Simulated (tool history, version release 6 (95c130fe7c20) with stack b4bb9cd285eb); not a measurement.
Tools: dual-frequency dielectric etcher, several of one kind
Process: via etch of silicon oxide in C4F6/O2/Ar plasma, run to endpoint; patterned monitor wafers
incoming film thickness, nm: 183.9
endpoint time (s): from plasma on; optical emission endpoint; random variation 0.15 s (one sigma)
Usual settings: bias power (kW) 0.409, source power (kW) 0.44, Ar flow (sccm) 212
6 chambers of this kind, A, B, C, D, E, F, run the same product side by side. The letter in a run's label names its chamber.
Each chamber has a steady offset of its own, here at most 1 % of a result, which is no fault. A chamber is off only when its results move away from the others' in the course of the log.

run   hour  bias power (kW)  source power (kW)  Ar flow (sccm)  hours since the last wet clean  hours since the last bias power generator calibration  hours since the last source power generator calibration  hours since the last Ar flow controller change  endpoint time (s)
         3  -- chamber C: Ar flow controller replaced
 1D    8.9            0.409               0.44             212                           329.8                                                    9.4                                                   1719.1                                          1226.5             40.661
 2F   18.8            0.409               0.44             212                            77.2                                                  690.3                                                   1642.2                                          1203.4             40.315
 3C   30.6            0.409               0.44             212                           179.1                                                  411.6                                                     54.6                                            27.7             40.759
 4B   41.3            0.409               0.44             212                           347.4                                                   2776                                                    888.9                                            1214             40.968
 5E   51.4            0.409               0.44             212                           119.6                                                 3215.5                                                   2581.5                                          2986.7             40.604
 6A   57.5            0.409               0.44             212                           394.6                                                  609.2                                                    120.5                                           932.2             40.366
 7F   63.2            0.409               0.48             212                           121.6                                                  734.7                                                   1686.6                                          1247.8             38.861
 8B   70.1            0.409               0.48             212                           376.2                                                 2804.8                                                    917.7                                          1242.8             39.622
 9D   77.3            0.409               0.48             212                           398.2                                                   77.8                                                   1787.5                                          1294.9             39.191
10C   89.9            0.409               0.48             212                           238.4                                                  470.9                                                    113.9                                              87             39.242
11E  101.4            0.409               0.48             212                           169.6                                                 3265.5                                                   2631.5                                          3036.7             39.367
12A  113.9            0.409               0.48             212                             451                                                  665.6                                                    176.9                                           988.6             39.053
13B  120.6            0.409               0.44             212                           426.7                                                 2855.3                                                    968.2                                          1293.3             40.714
14D  133.1            0.409               0.44             212                             454                                                  133.6                                                   1843.3                                          1350.7             40.566
       134  -- chamber D: wet clean of the chamber
15C  144.4            0.409               0.44             212                           292.9                                                  525.4                                                    168.4                                           141.5             41.116
     148.6  -- chamber A: wet clean of the chamber
16A  157.4            0.409               0.44             212                             8.9                                                  709.1                                                    220.4                                          1032.1             40.456
17E    164            0.409               0.44             212                           232.2                                                 3328.1                                                   2694.1                                          3099.3             40.762
18F  171.3            0.409               0.44             212                           229.7                                                  842.8                                                   1794.7                                          1355.9             40.348
19C  183.8            0.409               0.44             212                           332.3                                                  564.8                                                    207.8                                           180.9             40.844
20D    196            0.409               0.44             212                            62.1                                                  196.5                                                   1906.2                                          1413.6             41.966
21B  206.3            0.409               0.44             212                           512.4                                                   2941                                                   1053.9                                            1379             40.785
22A  218.1            0.409               0.44             212                            69.6                                                  769.8                                                    281.1                                          1092.8             40.084
23E  230.1            0.409               0.44             212                           298.3                                                 3394.2                                                   2760.2                                          3165.4             40.672
       233  -- chamber B: wet clean of the chamber
24F  239.4            0.409               0.44             212                           297.8                                                  910.9                                                   1862.8                                            1424              40.32
25F  249.4            0.409               0.44             212                           307.8                                                  920.9                                                   1872.8                                            1434             40.612
26E  257.8            0.409               0.44             212                             326                                                 3421.9                                                   2787.9                                          3193.1               40.6
27D  268.4            0.409               0.44             212                           134.5                                                  268.9                                                   1978.6                                            1486             42.218
28B    281            0.409               0.44             212                            48.1                                                 3015.7                                                   1128.6                                          1453.7             40.707
29A  291.2            0.409               0.44             212                           142.7                                                  842.9                                                    354.2                                          1165.9             40.192
30C  299.1            0.409               0.44             212                           447.6                                                  680.1                                                    323.1                                           296.2             40.431
31F  310.5            0.409               0.44             212                           368.9                                                    982                                                   1933.9                                          1495.1             40.413
32B  317.9            0.409               0.44             212                              85                                                 3052.6                                                   1165.5                                          1490.6             40.839
33D  331.1            0.409               0.44             212                           197.2                                                  331.6                                                   2041.3                                          1548.7             42.057
34E    337            0.486               0.53             212                           405.2                                                 3501.1                                                   2867.1                                          3272.3             35.754
35A  344.5            0.486               0.53             212                             196                                                  896.2                                                    407.5                                          1219.2             35.612
36C  357.7            0.486               0.53             212                           506.2                                                  738.7                                                    381.7                                           354.8             35.602
37B  369.7            0.486               0.53             212                           136.8                                                 3104.4                                                   1217.3                                          1542.4              35.57
38D    382            0.486               0.53             212                           248.1                                                  382.5                                                   2092.2                                          1599.6             36.761
     383.3  -- chamber F: wet clean of the chamber
39F  394.9            0.486               0.53             212                            11.6                                                 1066.4                                                   2018.3                                          1579.5             35.445
40C  405.2            0.409               0.44             212                           553.7                                                  786.2                                                    429.2                                           402.3              40.65
41E  417.4            0.409               0.44             212                           485.6                                                 3581.5                                                   2947.5                                          3352.7             40.836
42A  424.9            0.409               0.44             212                           276.4                                                  976.6                                                    487.9                                          1299.6             40.414

All 6 chambers run these settings next. Forecast each chamber's results:
43A  434.4            0.409               0.44             212                                                                                                                                                                                                                  ?
43B  434.4            0.409               0.44             212                                                                                                                                                                                                                  ?
43C  434.4            0.409               0.44             212                                                                                                                                                                                                                  ?
43D  434.4            0.409               0.44             212                                                                                                                                                                                                                  ?
43E  434.4            0.409               0.44             212                                                                                                                                                                                                                  ?
43F  434.4            0.409               0.44             212                                                                                                                                                                                                                  ?

run  endpoint time (s)
43A              40.37
43B             40.871
43C             40.877
43D             42.036
43E             40.784
43F             40.586
